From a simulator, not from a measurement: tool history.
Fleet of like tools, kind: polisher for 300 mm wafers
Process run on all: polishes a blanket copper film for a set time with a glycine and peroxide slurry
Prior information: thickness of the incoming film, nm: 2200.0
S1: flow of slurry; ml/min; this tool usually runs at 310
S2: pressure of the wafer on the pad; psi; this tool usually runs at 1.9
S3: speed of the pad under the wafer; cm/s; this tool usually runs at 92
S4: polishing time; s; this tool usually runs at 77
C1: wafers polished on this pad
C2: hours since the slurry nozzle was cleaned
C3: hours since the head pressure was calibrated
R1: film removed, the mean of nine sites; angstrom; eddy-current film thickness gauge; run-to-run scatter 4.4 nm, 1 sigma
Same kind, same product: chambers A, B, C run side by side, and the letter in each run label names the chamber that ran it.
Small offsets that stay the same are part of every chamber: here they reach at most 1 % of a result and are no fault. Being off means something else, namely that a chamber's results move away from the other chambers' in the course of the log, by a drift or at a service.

Run 1B, hour 7.7: usual settings; C1 768; C2 686.6; C3 392.0. Result: R1 3314.7 angstrom.
At hour 11.9: chamber C: worn pad replaced by a new one.
Run 2A, hour 14.0: usual settings; C1 396; C2 182.9; C3 262.7. Result: R1 3351.5 angstrom.
Run 3C, hour 20.2: usual settings; C1 106; C2 449.7; C3 1008.4. Result: R1 3239.1 angstrom.
Run 4A, hour 27.6: usual settings; C1 570; C2 196.5; C3 276.3. Result: R1 3285.8 angstrom.
Run 5C, hour 33.5: usual settings; C1 276; C2 463.0; C3 1021.7. Result: R1 3275.8 angstrom.
Run 6B, hour 43.8: usual settings; C1 1229; C2 722.7; C3 428.1. Result: R1 3276.7 angstrom.
Run 7A, hour 51.9: usual settings; C1 880; C2 220.8; C3 300.6. Result: R1 3296.7 angstrom.
Run 8C, hour 58.7: usual settings; C1 598; C2 488.2; C3 1046.9. Result: R1 3270.9 angstrom.
At hour 65.8: chamber B: worn pad replaced by a new one.
Run 9B, hour 66.8: usual settings; C1 13; C2 745.7; C3 451.1. Result: R1 3280.3 angstrom.
Run 10A, hour 75.9: usual settings; C1 1187; C2 244.8; C3 324.6. Result: R1 3240.4 angstrom.
At hour 78.2: chamber B: head pressure recalibrated.
Run 11C, hour 81.0: usual settings; C1 883; C2 510.5; C3 1069.2. Result: R1 3347.9 angstrom.
At hour 84.3: chamber A: slurry nozzle cleaned.
Run 12B, hour 86.0: usual settings; C1 258; C2 764.9; C3 7.8. Result: R1 3222.8 angstrom.
Run 13A, hour 95.6: usual settings; C1 1439; C2 11.4; C3 344.3. Result: R1 3267.4 angstrom.
At hour 98.2: chamber C: worn pad replaced by a new one.
Run 14B, hour 101.6: usual settings; C1 457; C2 780.5; C3 23.4. Result: R1 3270.4 angstrom.
At hour 102.9: chamber C: slurry nozzle cleaned.
Run 15C, hour 106.4: usual settings but S2 2.1 psi, S4 65 s; C1 104; C2 3.6; C3 1094.6. Result: R1 3035.8 angstrom.
Run 16C, hour 114.8: usual settings but S2 2.1 psi, S4 65 s; C1 212; C2 12.0; C3 1103.0. Result: R1 2999.3 angstrom.
Run 17B, hour 125.3: usual settings but S2 2.1 psi, S4 65 s; C1 761; C2 804.2; C3 47.1. Result: R1 3004.8 angstrom.
At hour 125.9: chamber C: head pressure recalibrated.
Run 18A, hour 132.7: usual settings; C1 1913; C2 48.5; C3 381.4. Result: R1 3246.5 angstrom.
Run 19A, hour 141.3: usual settings; C1 2023; C2 57.1; C3 390.0. Result: R1 3187.7 angstrom.
Run 20B, hour 150.3: usual settings; C1 1080; C2 829.2; C3 72.1. Result: R1 3228.5 angstrom.
Run 21C, hour 160.6: usual settings; C1 797; C2 57.8; C3 34.8. Result: R1 3321.7 angstrom.
At hour 164.5: chamber B: worn pad replaced by a new one.
Run 22C, hour 167.4: usual settings but S1 215 ml/min, S2 2.1 psi; C1 884; C2 64.6; C3 41.6. Result: R1 3451.9 angstrom.
Run 23B, hour 172.2: usual settings but S1 215 ml/min, S2 2.1 psi; C1 98; C2 851.1; C3 94.0. Result: R1 3465.7 angstrom.
Run 24A, hour 178.6: usual settings but S1 215 ml/min, S2 2.1 psi; C1 2500; C2 94.4; C3 427.3. Result: R1 3324.0 angstrom.
At hour 179.5: chamber C: worn pad replaced by a new one.
Run 25C, hour 188.6: usual settings but S2 1.5 psi; C1 116; C2 85.8; C3 62.8. Result: R1 2787.1 angstrom.
Run 26B, hour 194.0: usual settings but S2 1.5 psi; C1 377; C2 872.9; C3 115.8. Result: R1 2722.3 angstrom.
Run 27A, hour 204.7: usual settings but S2 1.5 psi; C1 2834; C2 120.5; C3 453.4. Result: R1 2675.7 angstrom.
Run 28C, hour 211.8: usual settings; C1 413; C2 109.0; C3 86.0. Result: R1 3235.9 angstrom.
Run 29B, hour 220.1: usual settings; C1 710; C2 899.0; C3 141.9. Result: R1 3342.3 angstrom.
Run 30A, hour 228.0: usual settings but S1 415 ml/min, S3 102 cm/s; C1 3132; C2 143.8; C3 476.7. Result: R1 3469.3 angstrom.
Run 31C, hour 237.9: usual settings but S1 415 ml/min, S3 102 cm/s; C1 746; C2 135.1; C3 112.1. Result: R1 3535.2 angstrom.
Run 32B, hour 248.2: usual settings but S1 415 ml/min, S3 102 cm/s; C1 1070; C2 927.1; C3 170.0. Result: R1 3593.3 angstrom.
At hour 250.6: chamber C: worn pad replaced by a new one.
Run 33A, hour 257.5: usual settings; C1 3509; C2 173.3; C3 506.2. Result: R1 3084.0 angstrom.
Run 34A, hour 265.7: usual settings but S2 2.6 psi; C1 3614; C2 181.5; C3 514.4. Result: R1 4005.7 angstrom.
Run 35C, hour 273.3: usual settings but S2 2.6 psi; C1 291; C2 170.5; C3 147.5. Result: R1 4196.3 angstrom.
At hour 279.0: chamber B: worn pad replaced by a new one.
Run 36B, hour 283.3: usual settings but S2 2.6 psi; C1 56; C2 962.2; C3 205.1. Result: R1 4200.5 angstrom.
Run 37C, hour 293.6: usual settings; C1 550; C2 190.8; C3 167.8. Result: R1 3296.0 angstrom.
Run 38A, hour 299.4: usual settings; C1 4045; C2 215.2; C3 548.1. Result: R1 2966.4 angstrom.

What goes on in this fleet: one chamber off, a drifting gauge, or nothing beyond the chambers' own small offsets? Name the chamber and the cause, if any.

Little by little, chamber A moves away from the other chambers.
Cause: removal rate lost through wear of the pad, % = 8.89.
With only this log, it may be confused with: head's pressure below its setpoint, %.

Which of the 4 candidates below, each the usual settings with something changed and its results left as question marks, puts chamber A back in line with what the other chambers give on the usual settings?
In line means no further than this from the other chambers' mean on the usual settings: R1 150.0 angstrom
Run 39A-1, hour 307.2: usual settings but S1 315 ml/min, S3 100 cm/s, S4 86 s. Result: R1 ?.
Run 39A-2, hour 307.2: usual settings but S2 2.0 psi, S3 94 cm/s, S4 80 s. Result: R1 ?.
Run 39A-3, hour 307.2: usual settings but S2 1.8 psi, S4 73 s. Result: R1 ?.
Run 39A-4, hour 307.2: usual settings but S2 1.8 psi, S3 86 cm/s, S4 71 s. Result: R1 ?.

What the other chambers average on the usual settings: R1 3282.8 angstrom
  run      R1
39A-1  3559.9
39A-2  3283.3
39A-3  2721.7
39A-4  2520.9
The answer is 39A-2, which returns the chamber to within the allowed miss of the others.
